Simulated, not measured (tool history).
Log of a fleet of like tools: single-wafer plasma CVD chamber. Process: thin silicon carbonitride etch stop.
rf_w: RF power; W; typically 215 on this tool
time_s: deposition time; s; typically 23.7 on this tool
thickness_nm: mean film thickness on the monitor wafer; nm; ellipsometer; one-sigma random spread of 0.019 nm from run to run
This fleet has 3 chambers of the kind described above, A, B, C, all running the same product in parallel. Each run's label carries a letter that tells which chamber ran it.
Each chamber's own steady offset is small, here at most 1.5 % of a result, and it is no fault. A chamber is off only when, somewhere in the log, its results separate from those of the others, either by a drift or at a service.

| run | hour | rf_w | time_s | read-back reference wafer on the same gauge, thickness_nm | thickness_nm |
|---|---|---|---|---|---|
| 1C | 4.8 | 215 | 23.7 | 14.593 | 13.93 |
| 2A | 8.1 | 215 | 23.7 | 14.591 | 13.821 |
| 3B | 15 | 215 | 23.7 | 14.588 | 13.722 |
| 4C | 18.4 | 215 | 23.7 | 14.589 | 13.931 |
| 5B | 23.1 | 215 | 23.7 | 14.583 | 13.721 |
| 6A | 29.3 | 215 | 23.7 | 14.572 | 13.789 |
| 7A | 32.6 | 215 | 23.7 | 14.575 | 13.799 |
| 8C | 39.4 | 215 | 23.7 | 14.572 | 13.913 |
| 9B | 45 | 215 | 23.7 | 14.561 | 13.732 |
| 10B | 49.1 | 215 | 23.7 | 14.559 | 13.729 |
| 11A | 53.8 | 215 | 23.7 | 14.561 | 13.798 |
| 12C | 59.8 | 215 | 23.7 | 14.557 | 13.892 |
| 13C | 66.2 | 215 | 23.7 | 14.545 | 13.879 |
| 14B | 72.9 | 240 | 25.3 | 14.544 | 15.13 |
| 15A | 76.8 | 240 | 25.3 | 14.539 | 15.206 |
| 16A | 82.9 | 240 | 25.3 | 14.534 | 15.2 |
| 17C | 88.3 | 215 | 23.7 | 14.528 | 13.928 |
| 18B | 93.1 | 255 | 28.2 | 14.528 | 17.149 |
| 19A | 96.8 | 255 | 28.2 | 14.518 | 17.272 |
| 20C | 103.7 | 255 | 28.2 | 14.516 | 17.367 |

Has any chamber moved away from the others, gradually or after a service, or does the common gauge drift, or do the chambers differ only by their own small steady offsets? State the chamber and the most likely cause if one applies.

The gauge drifts, so all chambers seem to drift together. No chamber is off.
What lies behind it: gauge reads low (%) = 0.587.
